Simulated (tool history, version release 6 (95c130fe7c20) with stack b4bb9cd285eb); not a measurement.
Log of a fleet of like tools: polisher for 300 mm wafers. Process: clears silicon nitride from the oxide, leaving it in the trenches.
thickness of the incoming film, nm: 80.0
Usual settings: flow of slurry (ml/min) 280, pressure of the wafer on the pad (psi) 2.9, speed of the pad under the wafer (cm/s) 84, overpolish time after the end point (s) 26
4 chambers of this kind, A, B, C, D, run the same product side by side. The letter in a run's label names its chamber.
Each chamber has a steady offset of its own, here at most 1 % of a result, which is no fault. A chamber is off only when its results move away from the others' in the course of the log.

run   hour  flow of slurry (ml/min)  pressure of the wafer on the pad (psi)  speed of the pad under the wafer (cm/s)  overpolish time after the end point (s)  wafers polished on this pad  hours since the slurry nozzle was cleaned  hours since the head pressure was calibrated  time until the end point was called (s)
 1D    5.0                      280                                     2.9                                       84                                       26                          450                                      782.8                                         582.5                                   122.90
 2A    7.8                      280                                     2.9                                       84                                       26                          326                                      113.9                                         456.7                                   118.58
 3B   12.7                      280                                     2.9                                       84                                       26                          939                                      129.5                                         708.4                                   121.41
 4C   16.6                      280                                     2.9                                       84                                       26                          115                                      637.3                                          30.6                                   122.35
 5D   19.2                      280                                     2.9                                       84                                       26                          516                                      797.0                                         596.7                                   120.14
 6A   22.6                      280                                     2.9                                       84                                       26                          395                                      128.7                                         471.5                                   120.10
 7C   25.9                      280                                     2.9                                       84                                       26                          158                                      646.6                                          39.9                                   121.71
 8B   30.2                      280                                     2.9                                       84                                       26                         1019                                      147.0                                         725.9                                   119.51
 9A   33.7                      245                                     2.9                                       84                                       26                          446                                      139.8                                         482.6                                   122.96
10B   38.3                      245                                     2.9                                       84                                       26                         1057                                      155.1                                         734.0                                   123.16
      39.9  -- chamber D: worn pad replaced by a new one
      41.4  -- chamber D: slurry nozzle cleaned
11D   42.6                      245                                     2.9                                       84                                       26                           12                                        1.3                                         620.1                                   121.48
12C   45.5                      245                                     2.9                                       84                                       26                          248                                      666.2                                          59.5                                   123.17
      49.1  -- chamber B: worn pad replaced by a new one
13C   50.3                      280                                     2.1                                       84                                       26                          270                                      671.0                                          64.3                                   172.89
14A   55.1                      280                                     2.1                                       84                                       26                          545                                      161.2                                         504.0                                   164.56
15B   59.3                      280                                     2.1                                       84                                       26                           47                                      176.1                                         755.0                                   165.99
16D   63.1                      280                                     2.1                                       84                                       26                          107                                       21.8                                         640.6                                   165.61
      63.8  -- chamber A: worn pad replaced by a new one
17C   67.2                      280                                     2.9                                       84                                       26                          348                                      687.9                                          81.2                                   122.20
18A   72.4                      280                                     3.4                                       84                                       26                           39                                      178.5                                         521.3                                   103.16
19B   75.7                      280                                     3.4                                       84                                       26                          122                                      192.5                                         771.4                                   102.41
20D   80.9                      280                                     3.4                                       84                                       26                          189                                       39.6                                         658.4                                   103.89
21D   86.3                      280                                     3.4                                       84                                       26                          214                                       45.0                                         663.8                                   103.70
22C   89.4                      280                                     2.9                                       60                                       14                          451                                      710.1                                         103.4                                   172.93
23B   93.5                      280                                     2.9                                       60                                       14                          205                                      210.3                                         789.2                                   172.13
24A   97.0                      280                                     2.9                                       60                                       14                          153                                      203.1                                         545.9                                   167.48
25B  102.5                      280                                     2.9                                       60                                       14                          246                                      219.3                                         798.2                                   168.73
26A  106.7                      220                                     2.9                                       84                                       26                          198                                      212.8                                         555.6                                   125.41
     107.2  -- chamber A: head pressure recalibrated
27D  110.6                      220                                     2.9                                       84                                       26                          326                                       69.3                                         688.1                                   124.11
28C  113.4                      220                                     2.9                                       84                                       26                          562                                      734.1                                         127.4                                   126.53
29B  116.8                      220                                     2.9                                       84                                       26                          312                                      233.6                                         812.5                                   126.35
30A  121.3                      280                                     2.9                                       84                                       26                          265                                      227.4                                          14.1                                   121.32
     123.5  -- chamber B: slurry nozzle cleaned
31D  125.8                      280                                     2.9                                       84                                       26                          396                                       84.5                                         703.3                                   118.72
     131.2  -- chamber C: worn pad replaced by a new one
32C  131.6                      280                                     2.9                                       84                                       26                            1                                      752.3                                         145.6                                   122.50
33C  134.4                      280                                     2.9                                       84                                       26                           14                                      755.1                                         148.4                                   122.56
34A  138.1                      280                                     2.9                                       84                                       26                          343                                      244.2                                          30.9                                   119.57
35D  141.3                      280                                     2.9                                       84                                       26                          468                                      100.0                                         718.8                                   122.56
36B  145.8                      280                                     2.9                                       84                                       26                          446                                       22.3                                         841.5                                   120.32
     148.9  -- chamber D: worn pad replaced by a new one
37C  149.9                      280                                     2.9                                       84                                       26                           86                                      770.6                                         163.9                                   123.27
38A  153.0                      280                                     2.9                                       84                                       26                          412                                      259.1                                          45.8                                   121.16
39D  157.1                      230                                     2.9                                       84                                       26                           37                                      115.8                                         734.6                                   125.40
40B  159.6                      230                                     2.9                                       84                                       26                          510                                       36.1                                         855.3                                   121.79

Next, every chamber runs the same settings. What will each give?
41A  163.8                      280                                     3.5                                       84                                       26                                                                                                                                                              ?
41B  163.8                      280                                     3.5                                       84                                       26                                                                                                                                                              ?
41C  163.8                      280                                     3.5                                       84                                       26                                                                                                                                                              ?
41D  163.8                      280                                     3.5                                       84                                       26                                                                                                                                                              ?

run  time until the end point was called (s)
41A                                   100.31
41B                                   100.03
41C                                   101.44
41D                                   102.29

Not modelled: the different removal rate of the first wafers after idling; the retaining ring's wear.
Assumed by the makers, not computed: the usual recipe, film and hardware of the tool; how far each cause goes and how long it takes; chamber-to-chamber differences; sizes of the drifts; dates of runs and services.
